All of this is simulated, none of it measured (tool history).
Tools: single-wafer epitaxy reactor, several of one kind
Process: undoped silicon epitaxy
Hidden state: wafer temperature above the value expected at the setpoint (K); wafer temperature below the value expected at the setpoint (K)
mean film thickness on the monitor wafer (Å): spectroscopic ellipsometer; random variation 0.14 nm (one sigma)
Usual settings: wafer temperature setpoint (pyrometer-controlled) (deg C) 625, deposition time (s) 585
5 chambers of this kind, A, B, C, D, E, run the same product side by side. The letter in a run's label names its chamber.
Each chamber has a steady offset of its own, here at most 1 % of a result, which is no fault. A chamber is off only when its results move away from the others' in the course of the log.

| run | hour | wafer temperature setpoint (pyrometer-controlled) (deg C) | deposition time (s) | hours since the last pyrometer calibration | read-back reference wafer on the same gauge, thickness_nm | mean film thickness on the monitor wafer (Å) |
|---|---|---|---|---|---|---|
|  | 6.5 | chamber B: pyrometer calibrated |
| 1B | 10.9 | 625 | 585 | 4.4 | 50.386 | 563.32 |
| 2A | 18.7 | 625 | 585 | 2425.0 | 50.384 | 559.83 |
| 3D | 28.7 | 625 | 585 | 2217.4 | 50.423 | 556.89 |
| 4E | 36.6 | 625 | 585 | 2559.1 | 50.378 | 563.05 |
| 5C | 42.0 | 625 | 585 | 309.1 | 50.412 | 565.18 |
| 6B | 50.1 | 612 | 653 | 43.6 | 50.406 | 462.82 |
| 7E | 59.1 | 612 | 653 | 2581.6 | 50.403 | 462.86 |
| 8C | 65.0 | 612 | 653 | 332.1 | 50.421 | 462.57 |
| 9D | 72.6 | 612 | 653 | 2261.3 | 50.415 | 458.60 |
| 10A | 79.8 | 612 | 653 | 2486.1 | 50.428 | 461.49 |
| 11A | 90.6 | 616 | 685 | 2496.9 | 50.411 | 528.14 |
| 12C | 98.3 | 616 | 685 | 365.4 | 50.383 | 534.99 |
| 13B | 103.2 | 616 | 685 | 96.7 | 50.401 | 534.95 |
| 14D | 110.3 | 616 | 685 | 2299.0 | 50.384 | 528.40 |
| 15E | 117.1 | 616 | 685 | 2639.6 | 50.422 | 535.86 |
| 16A | 122.5 | 625 | 585 | 2528.8 | 50.396 | 559.44 |
| 17E | 132.7 | 625 | 585 | 2655.2 | 50.424 | 563.02 |
| 18C | 142.1 | 625 | 585 | 409.2 | 50.414 | 565.94 |
| 19B | 150.2 | 625 | 585 | 143.7 | 50.390 | 563.58 |
| 20D | 155.3 | 625 | 585 | 2344.0 | 50.384 | 558.14 |
|  | 158.1 | chamber A: pyrometer calibrated |
| 21A | 165.3 | 625 | 585 | 7.2 | 50.366 | 575.60 |
| 22C | 173.7 | 625 | 585 | 440.8 | 50.427 | 564.21 |
| 23D | 181.4 | 639 | 585 | 2370.1 | 50.398 | 763.10 |
| 24E | 191.2 | 639 | 585 | 2713.7 | 50.402 | 778.29 |
| 25B | 199.7 | 639 | 585 | 193.2 | 50.390 | 773.75 |
| 26E | 206.4 | 639 | 585 | 2728.9 | 50.426 | 779.61 |
|  | 209.6 | chamber E: pyrometer calibrated |
| 27B | 215.1 | 639 | 585 | 208.6 | 50.401 | 771.01 |
| 28C | 223.6 | 625 | 585 | 490.7 | 50.393 | 562.84 |
| 29A | 233.8 | 625 | 585 | 75.7 | 50.414 | 575.77 |
| 30D | 242.1 | 625 | 585 | 2430.8 | 50.391 | 555.48 |
| 31E | 249.2 | 625 | 585 | 39.7 | 50.414 | 563.52 |
| 32D | 257.9 | 625 | 585 | 2446.6 | 50.395 | 557.20 |
| 33C | 268.0 | 625 | 585 | 535.1 | 50.397 | 561.39 |
| 34B | 278.5 | 625 | 585 | 272.0 | 50.389 | 565.52 |
| 35A | 283.5 | 625 | 585 | 125.4 | 50.382 | 574.85 |
| 36E | 291.8 | 625 | 585 | 82.3 | 50.405 | 563.91 |
| 37B | 299.8 | 625 | 585 | 293.3 | 50.380 | 562.56 |
| 38D | 306.9 | 625 | 585 | 2495.6 | 50.382 | 557.46 |
| 39C | 316.1 | 625 | 585 | 583.2 | 50.360 | 562.23 |
| 40A | 324.2 | 625 | 585 | 166.1 | 50.412 | 574.74 |

All 5 chambers run these settings next. Forecast each chamber's results:
| 41A | 332.0 | 625 | 585 |  |  | ? |
| 41B | 332.0 | 625 | 585 |  |  | ? |
| 41C | 332.0 | 625 | 585 |  |  | ? |
| 41D | 332.0 | 625 | 585 |  |  | ? |
| 41E | 332.0 | 625 | 585 |  |  | ? |

| run | mean film thickness on the monitor wafer (Å) |
|---|---|
| 41A | 573.86 |
| 41B | 562.61 |
| 41C | 564.85 |
| 41D | 558.33 |
| 41E | 564.09 |
